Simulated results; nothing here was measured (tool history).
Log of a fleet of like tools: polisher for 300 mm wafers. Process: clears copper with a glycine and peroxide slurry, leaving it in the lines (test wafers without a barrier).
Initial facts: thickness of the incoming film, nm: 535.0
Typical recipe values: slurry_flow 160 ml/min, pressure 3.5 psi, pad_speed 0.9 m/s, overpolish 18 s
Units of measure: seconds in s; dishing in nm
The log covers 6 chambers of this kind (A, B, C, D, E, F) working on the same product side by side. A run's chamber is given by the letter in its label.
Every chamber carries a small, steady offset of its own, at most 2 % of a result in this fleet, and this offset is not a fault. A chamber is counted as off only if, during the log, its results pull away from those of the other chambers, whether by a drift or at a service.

{"hour": 0.5, "done": "chamber C: worn pad replaced by a new one"}
{"run": "1F", "hour": 5.2, "slurry_flow": 160, "pressure": 3.5, "pad_speed": 0.9, "overpolish": 18, "seconds": 99.364, "dishing": 58.658}
{"run": "2D", "hour": 16.1, "slurry_flow": 160, "pressure": 3.5, "pad_speed": 0.9, "overpolish": 18, "seconds": 101.53, "dishing": 57.42}
{"hour": 25.5, "done": "chamber C: head pressure recalibrated"}
{"run": "3E", "hour": 26.1, "slurry_flow": 160, "pressure": 3.5, "pad_speed": 0.9, "overpolish": 18, "seconds": 99.48, "dishing": 58.719}
{"hour": 29.2, "done": "chamber A: worn pad replaced by a new one"}
{"run": "4B", "hour": 35.7, "slurry_flow": 160, "pressure": 3.5, "pad_speed": 0.9, "overpolish": 18, "seconds": 101.77, "dishing": 58.542}
{"run": "5A", "hour": 43.4, "slurry_flow": 160, "pressure": 3.5, "pad_speed": 0.9, "overpolish": 18, "seconds": 98.352, "dishing": 58.586}
{"run": "6C", "hour": 51.2, "slurry_flow": 160, "pressure": 3.5, "pad_speed": 0.9, "overpolish": 18, "seconds": 98.147, "dishing": 58.167}
{"run": "7C", "hour": 60.0, "slurry_flow": 160, "pressure": 3.5, "pad_speed": 0.9, "overpolish": 18, "seconds": 99.828, "dishing": 59.037}
{"hour": 68.0, "done": "chamber D: worn pad replaced by a new one"}
{"run": "8F", "hour": 71.7, "slurry_flow": 160, "pressure": 3.5, "pad_speed": 0.9, "overpolish": 18, "seconds": 100.21, "dishing": 61.044}
{"run": "9D", "hour": 82.7, "slurry_flow": 160, "pressure": 3.5, "pad_speed": 0.9, "overpolish": 18, "seconds": 98.357, "dishing": 60.141}
{"run": "10E", "hour": 92.3, "slurry_flow": 160, "pressure": 3.5, "pad_speed": 0.9, "overpolish": 18, "seconds": 100.33, "dishing": 60.334}
{"hour": 99.2, "done": "chamber C: worn pad replaced by a new one"}
{"run": "11B", "hour": 102.0, "slurry_flow": 160, "pressure": 3.5, "pad_speed": 0.9, "overpolish": 18, "seconds": 98.416, "dishing": 58.82}
{"run": "12A", "hour": 107.4, "slurry_flow": 160, "pressure": 3.5, "pad_speed": 0.9, "overpolish": 18, "seconds": 98.091, "dishing": 58.853}
{"run": "13B", "hour": 116.8, "slurry_flow": 160, "pressure": 3.5, "pad_speed": 0.9, "overpolish": 18, "seconds": 100.05, "dishing": 59.532}
{"run": "14C", "hour": 125.5, "slurry_flow": 160, "pressure": 3.5, "pad_speed": 0.9, "overpolish": 18, "seconds": 100.45, "dishing": 59.293}
{"run": "15E", "hour": 131.2, "slurry_flow": 160, "pressure": 3.5, "pad_speed": 0.9, "overpolish": 18, "seconds": 101.22, "dishing": 57.719}
{"run": "16D", "hour": 142.7, "slurry_flow": 160, "pressure": 3.5, "pad_speed": 0.9, "overpolish": 18, "seconds": 102.04, "dishing": 57.485}
{"run": "17F", "hour": 149.6, "slurry_flow": 160, "pressure": 3.5, "pad_speed": 0.9, "overpolish": 18, "seconds": 100.19, "dishing": 59.792}
{"hour": 150.3, "done": "chamber B: worn pad replaced by a new one"}
{"hour": 151.0, "done": "chamber F: worn pad replaced by a new one"}
{"run": "18A", "hour": 158.7, "slurry_flow": 160, "pressure": 3.5, "pad_speed": 0.9, "overpolish": 18, "seconds": 94.508, "dishing": 59.973}
{"hour": 162.9, "done": "chamber D: worn pad replaced by a new one"}
{"run": "19C", "hour": 166.8, "slurry_flow": 160, "pressure": 3.5, "pad_speed": 0.9, "overpolish": 18, "seconds": 99.76, "dishing": 56.66}
{"hour": 173.9, "done": "chamber F: slurry nozzle cleaned"}
{"run": "20D", "hour": 176.5, "slurry_flow": 160, "pressure": 3.5, "pad_speed": 0.9, "overpolish": 18, "seconds": 99.789, "dishing": 59.723}
{"hour": 181.0, "done": "chamber A: worn pad replaced by a new one"}
{"run": "21B", "hour": 187.7, "slurry_flow": 160, "pressure": 3.5, "pad_speed": 0.9, "overpolish": 18, "seconds": 101.83, "dishing": 57.341}
{"run": "22F", "hour": 195.2, "slurry_flow": 160, "pressure": 3.5, "pad_speed": 0.9, "overpolish": 18, "seconds": 99.93, "dishing": 57.91}
{"run": "23E", "hour": 204.0, "slurry_flow": 160, "pressure": 3.5, "pad_speed": 0.9, "overpolish": 18, "seconds": 97.775, "dishing": 57.579}
{"hour": 204.5, "done": "chamber C: worn pad replaced by a new one"}
{"run": "24A", "hour": 215.5, "slurry_flow": 160, "pressure": 3.5, "pad_speed": 0.9, "overpolish": 14, "seconds": 93.41, "dishing": 49.519}
{"run": "25F", "hour": 225.4, "slurry_flow": 160, "pressure": 3.5, "pad_speed": 0.9, "overpolish": 14, "seconds": 98.546, "dishing": 47.927}
{"run": "26D", "hour": 234.8, "slurry_flow": 160, "pressure": 3.5, "pad_speed": 0.9, "overpolish": 14, "seconds": 98.877, "dishing": 47.964}
{"run": "27C", "hour": 242.6, "slurry_flow": 160, "pressure": 3.5, "pad_speed": 0.9, "overpolish": 14, "seconds": 97.888, "dishing": 48.209}
{"run": "28B", "hour": 251.6, "slurry_flow": 160, "pressure": 3.5, "pad_speed": 0.9, "overpolish": 14, "seconds": 100.34, "dishing": 50.119}
{"run": "29A", "hour": 257.9, "slurry_flow": 160, "pressure": 3.5, "pad_speed": 0.9, "overpolish": 14, "seconds": 92.149, "dishing": 49.41}
{"hour": 258.0, "done": "chamber D: worn pad replaced by a new one"}
{"hour": 258.3, "done": "chamber E: worn pad replaced by a new one"}
{"run": "30E", "hour": 266.1, "slurry_flow": 160, "pressure": 3.5, "pad_speed": 0.9, "overpolish": 18, "seconds": 99.355, "dishing": 58.524}
{"run": "31C", "hour": 275.5, "slurry_flow": 160, "pressure": 3.5, "pad_speed": 0.9, "overpolish": 18, "seconds": 99.131, "dishing": 56.169}
{"hour": 279.9, "done": "chamber D: slurry nozzle cleaned"}
{"run": "32D", "hour": 285.4, "slurry_flow": 185, "pressure": 3.5, "pad_speed": 0.9, "overpolish": 24, "seconds": 96.583, "dishing": 72.303}
{"run": "33E", "hour": 296.9, "slurry_flow": 185, "pressure": 3.5, "pad_speed": 0.9, "overpolish": 24, "seconds": 98.218, "dishing": 73.642}
{"run": "34F", "hour": 306.2, "slurry_flow": 185, "pressure": 3.5, "pad_speed": 0.9, "overpolish": 24, "seconds": 97.299, "dishing": 73.223}
{"run": "35A", "hour": 312.4, "slurry_flow": 185, "pressure": 3.5, "pad_speed": 0.9, "overpolish": 24, "seconds": 86.898, "dishing": 73.507}
{"run": "36B", "hour": 322.5, "slurry_flow": 185, "pressure": 3.5, "pad_speed": 0.9, "overpolish": 24, "seconds": 99.027, "dishing": 72.66}
{"run": "37F", "hour": 329.9, "slurry_flow": 185, "pressure": 3.5, "pad_speed": 0.9, "overpolish": 24, "seconds": 96.024, "dishing": 71.613}

Which is it: a chamber that has drifted or been left off by a service, a gauge drift common to all chambers, or only each chamber's usual small offset? If a chamber is off, name it and its likeliest cause.

Chamber A drifts away from the others.
Likeliest cause: head's pressure above its setpoint, % = 12.5.

Here are 4 candidates for chamber A's next run, each the usual settings with a change, their results left as question marks. Which one brings its results back in line with what the others give on the usual settings?
Maximum distance from the other chambers' mean on the usual settings for a result to count as in line: seconds 3.500 s; dishing 4.400 nm
{"run": "38A-1", "hour": 338.3, "slurry_flow": 160, "pressure": 3.4, "pad_speed": 0.88, "overpolish": 18, "seconds": "?", "dishing": "?"}
{"run": "38A-2", "hour": 338.3, "slurry_flow": 160, "pressure": 3.8, "pad_speed": 0.96, "overpolish": 17, "seconds": "?", "dishing": "?"}
{"run": "38A-3", "hour": 338.3, "slurry_flow": 160, "pressure": 3.3, "pad_speed": 0.84, "overpolish": 18, "seconds": "?", "dishing": "?"}
{"run": "38A-4", "hour": 338.3, "slurry_flow": 160, "pressure": 3.6, "pad_speed": 0.92, "overpolish": 18, "seconds": "?", "dishing": "?"}

On the usual settings, the other chambers give on average: seconds 99.844 s; dishing 58.504 nm
run=38A-1 seconds=92.123 dishing=61.008
run=38A-2 seconds=77.814 dishing=65.910
run=38A-3 seconds=98.179 dishing=58.329
run=38A-4 seconds=84.537 dishing=64.782
The answer is 38A-3, which returns the chamber to within the allowed miss of the others.
